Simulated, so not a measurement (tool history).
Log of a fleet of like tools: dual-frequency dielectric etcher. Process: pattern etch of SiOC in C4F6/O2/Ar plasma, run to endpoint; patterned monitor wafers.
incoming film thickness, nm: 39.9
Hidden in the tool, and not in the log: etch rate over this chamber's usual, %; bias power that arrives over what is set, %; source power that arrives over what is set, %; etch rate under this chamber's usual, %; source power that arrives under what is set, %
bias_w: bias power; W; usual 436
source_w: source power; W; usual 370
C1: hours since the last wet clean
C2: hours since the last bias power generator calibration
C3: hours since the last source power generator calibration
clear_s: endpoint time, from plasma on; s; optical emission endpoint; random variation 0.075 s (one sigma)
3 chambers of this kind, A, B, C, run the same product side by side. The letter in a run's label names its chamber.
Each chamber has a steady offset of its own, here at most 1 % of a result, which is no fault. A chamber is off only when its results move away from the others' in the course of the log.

run 1A hour=11.2 | bias_w=436 source_w=370 | C1=377.1 C2=199.5 C3=961.2 | clear_s=14.718
run 2B hour=23.8 | bias_w=436 source_w=370 | C1=426.1 C2=1525.1 C3=564.6 | clear_s=14.719
run 3C hour=36 | bias_w=436 source_w=370 | C1=499.7 C2=3456.3 C3=276 | clear_s=14.612
run 4A hour=45.6 | bias_w=436 source_w=370 | C1=411.5 C2=233.9 C3=995.6 | clear_s=14.643
run 5C hour=55.2 | bias_w=436 source_w=370 | C1=518.9 C2=3475.5 C3=295.2 | clear_s=14.655
-- hour=57.8 chamber A: wet clean of the chamber
run 6B hour=65.2 | bias_w=347 source_w=300 | C1=467.5 C2=1566.5 C3=606 | clear_s=17.332
run 7C hour=77.1 | bias_w=347 source_w=300 | C1=540.8 C2=3497.4 C3=317.1 | clear_s=17.105
run 8A hour=83.1 | bias_w=347 source_w=300 | C1=25.4 C2=271.4 C3=1033.1 | clear_s=17.253
run 9B hour=92.9 | bias_w=436 source_w=370 | C1=495.2 C2=1594.2 C3=633.7 | clear_s=14.619
run 10A hour=100.9 | bias_w=358 source_w=420 | C1=43.2 C2=289.2 C3=1050.9 | clear_s=15.028
run 11B hour=111.3 | bias_w=358 source_w=420 | C1=513.6 C2=1612.6 C3=652.1 | clear_s=14.964
run 12C hour=118.3 | bias_w=358 source_w=420 | C1=582 C2=3538.6 C3=358.3 | clear_s=14.734
run 13C hour=130.7 | bias_w=436 source_w=370 | C1=594.4 C2=3551 C3=370.7 | clear_s=14.472
-- hour=132.8 chamber B: wet clean of the chamber
run 14A hour=138.6 | bias_w=436 source_w=370 | C1=80.9 C2=326.9 C3=1088.6 | clear_s=14.482
run 15B hour=145.7 | bias_w=436 source_w=370 | C1=12.9 C2=1647 C3=686.5 | clear_s=14.651
run 16C hour=156.1 | bias_w=436 source_w=370 | C1=619.8 C2=3576.4 C3=396.1 | clear_s=14.568
run 17A hour=169.6 | bias_w=436 source_w=370 | C1=111.9 C2=357.9 C3=1119.6 | clear_s=14.824
run 18B hour=180.8 | bias_w=436 source_w=370 | C1=48 C2=1682.1 C3=721.6 | clear_s=14.547
run 19B hour=188 | bias_w=471 source_w=370 | C1=55.2 C2=1689.3 C3=728.8 | clear_s=14.112
run 20C hour=199.2 | bias_w=471 source_w=370 | C1=662.9 C2=3619.5 C3=439.2 | clear_s=14.242
-- hour=202.2 chamber C: wet clean of the chamber
run 21A hour=209.6 | bias_w=471 source_w=370 | C1=151.9 C2=397.9 C3=1159.6 | clear_s=14.321
run 22B hour=220 | bias_w=436 source_w=370 | C1=87.2 C2=1721.3 C3=760.8 | clear_s=14.473
run 23C hour=228.9 | bias_w=436 source_w=370 | C1=26.7 C2=3649.2 C3=468.9 | clear_s=15.312
run 24A hour=236.3 | bias_w=436 source_w=370 | C1=178.6 C2=424.6 C3=1186.3 | clear_s=14.57
run 25B hour=244.4 | bias_w=436 source_w=370 | C1=111.6 C2=1745.7 C3=785.2 | clear_s=14.682
run 26A hour=253.2 | bias_w=436 source_w=370 | C1=195.5 C2=441.5 C3=1203.2 | clear_s=14.692
run 27C hour=264.2 | bias_w=436 source_w=370 | C1=62 C2=3684.5 C3=504.2 | clear_s=15.327
run 28A hour=276 | bias_w=436 source_w=370 | C1=218.3 C2=464.3 C3=1226 | clear_s=14.697
run 29C hour=287 | bias_w=436 source_w=370 | C1=84.8 C2=3707.3 C3=527 | clear_s=15.297
run 30B hour=299.4 | bias_w=436 source_w=420 | C1=166.6 C2=1800.7 C3=840.2 | clear_s=13.947
run 31B hour=306.6 | bias_w=436 source_w=420 | C1=173.8 C2=1807.9 C3=847.4 | clear_s=13.94
run 32C hour=313.3 | bias_w=436 source_w=420 | C1=111.1 C2=3733.6 C3=553.3 | clear_s=14.703
run 33A hour=324.9 | bias_w=436 source_w=370 | C1=267.2 C2=513.2 C3=1274.9 | clear_s=14.633
run 34B hour=331 | bias_w=436 source_w=370 | C1=198.2 C2=1832.3 C3=871.8 | clear_s=14.702
run 35C hour=341.3 | bias_w=436 source_w=370 | C1=139.1 C2=3761.6 C3=581.3 | clear_s=15.293
run 36A hour=352.9 | bias_w=436 source_w=370 | C1=295.2 C2=541.2 C3=1302.9 | clear_s=14.683
run 37B hour=361.5 | bias_w=436 source_w=370 | C1=228.7 C2=1862.8 C3=902.3 | clear_s=14.709

Next, every chamber runs the same settings. What will each give?
run 38A hour=371.4 | bias_w=398 source_w=370 | clear_s=?
run 38B hour=371.4 | bias_w=398 source_w=370 | clear_s=?
run 38C hour=371.4 | bias_w=398 source_w=370 | clear_s=?

run=38A clear_s=15.218
run=38B clear_s=15.058
run=38C clear_s=15.902
